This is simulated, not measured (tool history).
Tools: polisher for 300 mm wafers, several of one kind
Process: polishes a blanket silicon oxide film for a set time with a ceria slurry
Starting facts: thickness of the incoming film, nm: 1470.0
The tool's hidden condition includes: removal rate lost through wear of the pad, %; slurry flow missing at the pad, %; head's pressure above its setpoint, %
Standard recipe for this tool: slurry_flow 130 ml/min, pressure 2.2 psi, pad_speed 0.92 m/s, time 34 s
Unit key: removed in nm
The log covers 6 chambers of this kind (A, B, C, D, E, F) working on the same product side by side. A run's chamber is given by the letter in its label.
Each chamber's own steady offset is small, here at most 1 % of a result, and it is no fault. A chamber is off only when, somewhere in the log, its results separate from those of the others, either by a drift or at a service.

| run | hour | slurry_flow | pressure | pad_speed | time | wafers polished on this pad | hours since the slurry nozzle was cleaned | hours since the head pressure was calibrated | removed |
|---|---|---|---|---|---|---|---|---|---|
| 1C | 10.6 | 130 | 2.2 | 0.92 | 34 | 351 | 20.2 | 105.2 | 81.719 |
| 2A | 20.3 | 130 | 2.2 | 0.92 | 34 | 820 | 208.1 | 521.9 | 81.465 |
| 3F | 30.9 | 130 | 2.2 | 0.92 | 34 | 233 | 599.5 | 787.8 | 80.134 |
|  | 36.7 | chamber F: slurry nozzle cleaned |
| 4D | 39.2 | 130 | 2.2 | 0.92 | 34 | 693 | 581 | 411.3 | 82.797 |
|  | 39.5 | chamber C: worn pad replaced by a new one |
| 5B | 49.5 | 130 | 2.2 | 0.92 | 34 | 433 | 298.4 | 365.4 | 81.344 |
|  | 53.7 | chamber B: head pressure recalibrated |
| 6E | 55.7 | 130 | 2.2 | 0.92 | 34 | 617 | 75.7 | 694.8 | 81.606 |
| 7C | 64 | 130 | 2.2 | 0.92 | 34 | 182 | 73.6 | 158.6 | 81.482 |
| 8E | 69.6 | 130 | 2.2 | 0.92 | 34 | 720 | 89.6 | 708.7 | 80.891 |
| 9F | 75.4 | 130 | 2.2 | 0.92 | 34 | 564 | 38.8 | 832.3 | 81.886 |
| 10B | 83.7 | 130 | 2.2 | 0.92 | 34 | 687 | 332.6 | 30.1 | 81.792 |
| 11D | 90.3 | 85 | 2.9 | 0.92 | 34 | 1073 | 632.1 | 462.4 | 97.502 |
|  | 96.2 | chamber B: worn pad replaced by a new one |
| 12A | 96.4 | 85 | 2.9 | 0.92 | 34 | 1385 | 284.2 | 598 | 97.655 |
|  | 100.4 | chamber E: worn pad replaced by a new one |
|  | 101.9 | chamber D: head pressure recalibrated |
|  | 104.6 | chamber F: worn pad replaced by a new one |
| 13B | 107.2 | 85 | 2.9 | 0.92 | 34 | 82 | 356.1 | 53.6 | 95.394 |
|  | 115.9 | chamber D: slurry nozzle cleaned |
|  | 118.1 | chamber C: worn pad replaced by a new one |
|  | 118.6 | chamber A: worn pad replaced by a new one |
| 14C | 118.8 | 85 | 2.9 | 0.92 | 34 | 5 | 128.4 | 213.4 | 98.504 |
| 15F | 124.2 | 85 | 2.9 | 0.92 | 34 | 145 | 87.6 | 881.1 | 97.327 |
| 16E | 129.6 | 85 | 2.9 | 0.92 | 34 | 217 | 149.6 | 768.7 | 94.952 |
| 17D | 136.3 | 130 | 2.2 | 0.92 | 34 | 1415 | 20.4 | 34.5 | 77.858 |
| 18A | 148 | 130 | 2.2 | 0.92 | 34 | 219 | 335.8 | 649.6 | 81.577 |
| 19D | 155.7 | 130 | 2.2 | 0.92 | 34 | 1559 | 39.8 | 53.9 | 78.215 |
| 20B | 163.9 | 130 | 2.2 | 0.92 | 34 | 503 | 412.8 | 110.3 | 79.585 |
| 21C | 171.9 | 130 | 2.2 | 0.92 | 34 | 400 | 181.5 | 266.5 | 83.197 |
| 22A | 180.3 | 130 | 2.2 | 0.76 | 43 | 459 | 368.1 | 681.9 | 85.148 |
|  | 180.6 | chamber A: head pressure recalibrated |
| 23E | 189.5 | 130 | 2.2 | 0.76 | 43 | 662 | 209.5 | 828.6 | 86.041 |
|  | 197.1 | chamber C: worn pad replaced by a new one |
| 24F | 197.5 | 130 | 2.2 | 0.76 | 43 | 690 | 160.9 | 954.4 | 86.212 |
|  | 200.4 | chamber F: worn pad replaced by a new one |
| 25F | 205.3 | 130 | 2.2 | 0.76 | 43 | 37 | 168.7 | 962.2 | 86.986 |
| 26C | 216.3 | 130 | 2.2 | 0.76 | 43 | 142 | 225.9 | 310.9 | 85.744 |
|  | 219 | chamber B: worn pad replaced by a new one |
| 27D | 221.7 | 130 | 2.2 | 0.76 | 43 | 2050 | 105.8 | 119.9 | 79.564 |
| 28B | 229.8 | 130 | 2.2 | 0.92 | 34 | 80 | 478.7 | 176.2 | 80.357 |
|  | 236.6 | chamber F: head pressure recalibrated |
| 29A | 236.9 | 130 | 2.2 | 0.92 | 34 | 879 | 424.7 | 56.4 | 82.266 |
| 30E | 244.5 | 130 | 2.2 | 0.92 | 34 | 1071 | 264.5 | 883.6 | 81.791 |
| 31F | 251.5 | 130 | 2.2 | 0.92 | 34 | 380 | 214.9 | 14.9 | 82.965 |
|  | 253.4 | chamber E: worn pad replaced by a new one |
| 32B | 261.5 | 130 | 2.2 | 0.92 | 34 | 316 | 510.4 | 207.9 | 82.932 |
| 33C | 272.2 | 130 | 2.2 | 0.92 | 34 | 558 | 281.8 | 366.8 | 81.655 |
|  | 281.3 | chamber F: worn pad replaced by a new one |
| 34A | 283.3 | 130 | 2.2 | 0.92 | 34 | 1224 | 471.1 | 102.8 | 81.129 |
| 35D | 293.2 | 130 | 2.2 | 0.92 | 34 | 2581 | 177.3 | 191.4 | 74.672 |
| 36E | 299.1 | 130 | 2.2 | 0.92 | 34 | 339 | 319.1 | 938.2 | 81.342 |
|  | 300 | chamber A: slurry nozzle cleaned |
|  | 301.7 | chamber A: worn pad replaced by a new one |
| 37A | 305.4 | 130 | 2.2 | 0.92 | 34 | 28 | 5.4 | 124.9 | 82.364 |
| 38F | 315.3 | 130 | 1.7 | 0.92 | 34 | 253 | 278.7 | 78.7 | 63.728 |

Predict what each chamber gives when all 6 of them run the settings below next.
| 39A | 323.7 | 130 | 2.2 | 0.92 | 43 |  |  |  | ? |
| 39B | 323.7 | 130 | 2.2 | 0.92 | 43 |  |  |  | ? |
| 39C | 323.7 | 130 | 2.2 | 0.92 | 43 |  |  |  | ? |
| 39D | 323.7 | 130 | 2.2 | 0.92 | 43 |  |  |  | ? |
| 39E | 323.7 | 130 | 2.2 | 0.92 | 43 |  |  |  | ? |
| 39F | 323.7 | 130 | 2.2 | 0.92 | 43 |  |  |  | ? |

| run | removed |
|---|---|
| 39A | 103.1 |
| 39B | 101.18 |
| 39C | 107.14 |
| 39D | 88.548 |
| 39E | 105.48 |
| 39F | 103.92 |
